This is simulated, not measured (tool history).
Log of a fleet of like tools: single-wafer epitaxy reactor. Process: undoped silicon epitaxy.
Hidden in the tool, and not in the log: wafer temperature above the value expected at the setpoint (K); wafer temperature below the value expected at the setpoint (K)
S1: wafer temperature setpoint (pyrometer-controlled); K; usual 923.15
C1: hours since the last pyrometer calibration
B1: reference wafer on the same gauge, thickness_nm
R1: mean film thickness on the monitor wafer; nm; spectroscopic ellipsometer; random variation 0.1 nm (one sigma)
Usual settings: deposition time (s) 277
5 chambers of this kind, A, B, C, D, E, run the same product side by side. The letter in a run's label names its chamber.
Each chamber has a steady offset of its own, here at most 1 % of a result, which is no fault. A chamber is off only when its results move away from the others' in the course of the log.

{"run": "1E", "hour": 10.4, "S1": 923.15, "deposition time (s)": 277, "C1": 1036.4, "B1": 50.793, "R1": 46.236}
{"run": "2D", "hour": 19.7, "S1": 923.15, "deposition time (s)": 277, "C1": 1969.6, "B1": 50.828, "R1": 46.247}
{"run": "3B", "hour": 28.4, "S1": 923.15, "deposition time (s)": 277, "C1": 1581.4, "B1": 50.774, "R1": 46.443}
{"run": "4C", "hour": 37.0, "S1": 923.15, "deposition time (s)": 277, "C1": 1129.8, "B1": 50.789, "R1": 46.718}
{"run": "5A", "hour": 46.8, "S1": 923.15, "deposition time (s)": 277, "C1": 289.5, "B1": 50.779, "R1": 46.361}
{"run": "6A", "hour": 53.5, "S1": 923.15, "deposition time (s)": 277, "C1": 296.2, "B1": 50.774, "R1": 46.587}
{"run": "7B", "hour": 62.4, "S1": 923.15, "deposition time (s)": 277, "C1": 1615.4, "B1": 50.8, "R1": 46.337}
{"run": "8E", "hour": 68.6, "S1": 923.15, "deposition time (s)": 277, "C1": 1094.6, "B1": 50.82, "R1": 46.094}
{"run": "9D", "hour": 77.0, "S1": 923.15, "deposition time (s)": 277, "C1": 2026.9, "B1": 50.81, "R1": 46.239}
{"run": "10C", "hour": 85.8, "S1": 923.15, "deposition time (s)": 277, "C1": 1178.6, "B1": 50.804, "R1": 46.588}
{"run": "11D", "hour": 92.5, "S1": 923.15, "deposition time (s)": 277, "C1": 2042.4, "B1": 50.804, "R1": 46.197}
{"run": "12E", "hour": 97.6, "S1": 923.15, "deposition time (s)": 277, "C1": 1123.6, "B1": 50.788, "R1": 46.051}
{"run": "13A", "hour": 104.4, "S1": 923.15, "deposition time (s)": 235, "C1": 347.1, "B1": 50.798, "R1": 39.502}
{"run": "14B", "hour": 115.4, "S1": 923.15, "deposition time (s)": 235, "C1": 1668.4, "B1": 50.831, "R1": 39.419}
{"run": "15C", "hour": 126.9, "S1": 923.15, "deposition time (s)": 235, "C1": 1219.7, "B1": 50.77, "R1": 39.675}
{"run": "16A", "hour": 137.7, "S1": 923.15, "deposition time (s)": 235, "C1": 380.4, "B1": 50.789, "R1": 39.485}
{"run": "17C", "hour": 148.8, "S1": 923.15, "deposition time (s)": 235, "C1": 1241.6, "B1": 50.814, "R1": 39.627}
{"run": "18D", "hour": 158.2, "S1": 923.15, "deposition time (s)": 277, "C1": 2108.1, "B1": 50.791, "R1": 46.29}
{"run": "19E", "hour": 168.4, "S1": 932.15, "deposition time (s)": 310, "C1": 1194.4, "B1": 50.791, "R1": 62.682}
{"run": "20B", "hour": 174.1, "S1": 932.15, "deposition time (s)": 310, "C1": 1727.1, "B1": 50.811, "R1": 63.049}
{"run": "21A", "hour": 184.4, "S1": 932.15, "deposition time (s)": 310, "C1": 427.1, "B1": 50.786, "R1": 63.408}
{"run": "22C", "hour": 189.7, "S1": 932.15, "deposition time (s)": 310, "C1": 1282.5, "B1": 50.829, "R1": 63.513}
{"hour": 195.0, "done": "chamber D: pyrometer calibrated"}
{"run": "23D", "hour": 198.5, "S1": 932.15, "deposition time (s)": 310, "C1": 3.5, "B1": 50.791, "R1": 63.101}
{"run": "24E", "hour": 208.4, "S1": 923.15, "deposition time (s)": 277, "C1": 1234.4, "B1": 50.777, "R1": 46.319}
{"run": "25B", "hour": 216.0, "S1": 909.15, "deposition time (s)": 252, "C1": 1769.0, "B1": 50.785, "R1": 30.821}
{"run": "26D", "hour": 223.4, "S1": 909.15, "deposition time (s)": 252, "C1": 28.4, "B1": 50.791, "R1": 30.737}
{"run": "27C", "hour": 231.4, "S1": 909.15, "deposition time (s)": 252, "C1": 1324.2, "B1": 50.787, "R1": 30.921}
{"run": "28E", "hour": 237.0, "S1": 909.15, "deposition time (s)": 252, "C1": 1263.0, "B1": 50.753, "R1": 30.95}
{"run": "29A", "hour": 242.5, "S1": 909.15, "deposition time (s)": 252, "C1": 485.2, "B1": 50.796, "R1": 31.11}
{"run": "30B", "hour": 247.6, "S1": 923.15, "deposition time (s)": 277, "C1": 1800.6, "B1": 50.78, "R1": 46.396}
{"run": "31D", "hour": 258.7, "S1": 918.15, "deposition time (s)": 305, "C1": 63.7, "B1": 50.788, "R1": 45.637}
{"run": "32B", "hour": 269.4, "S1": 918.15, "deposition time (s)": 305, "C1": 1822.4, "B1": 50.788, "R1": 45.737}
{"run": "33E", "hour": 277.2, "S1": 918.15, "deposition time (s)": 305, "C1": 1303.2, "B1": 50.797, "R1": 45.805}
{"run": "34C", "hour": 285.6, "S1": 918.15, "deposition time (s)": 305, "C1": 1378.4, "B1": 50.789, "R1": 45.883}
{"run": "35A", "hour": 296.3, "S1": 918.15, "deposition time (s)": 305, "C1": 539.0, "B1": 50.802, "R1": 45.99}
{"run": "36B", "hour": 302.1, "S1": 923.15, "deposition time (s)": 277, "C1": 1855.1, "B1": 50.79, "R1": 46.354}
{"run": "37C", "hour": 307.2, "S1": 931.15, "deposition time (s)": 229, "C1": 1400.0, "B1": 50.815, "R1": 46.064}
{"run": "38D", "hour": 313.3, "S1": 931.15, "deposition time (s)": 229, "C1": 118.3, "B1": 50.813, "R1": 45.687}

Next, every chamber runs the same settings. What will each give?
{"run": "39A", "hour": 321.5, "S1": 928.15, "deposition time (s)": 277, "R1": "?"}
{"run": "39B", "hour": 321.5, "S1": 928.15, "deposition time (s)": 277, "R1": "?"}
{"run": "39C", "hour": 321.5, "S1": 928.15, "deposition time (s)": 277, "R1": "?"}
{"run": "39D", "hour": 321.5, "S1": 928.15, "deposition time (s)": 277, "R1": "?"}
{"run": "39E", "hour": 321.5, "S1": 928.15, "deposition time (s)": 277, "R1": "?"}

run=39A R1=51.558
run=39B R1=51.625
run=39C R1=52.183
run=39D R1=51.736
run=39E R1=51.426
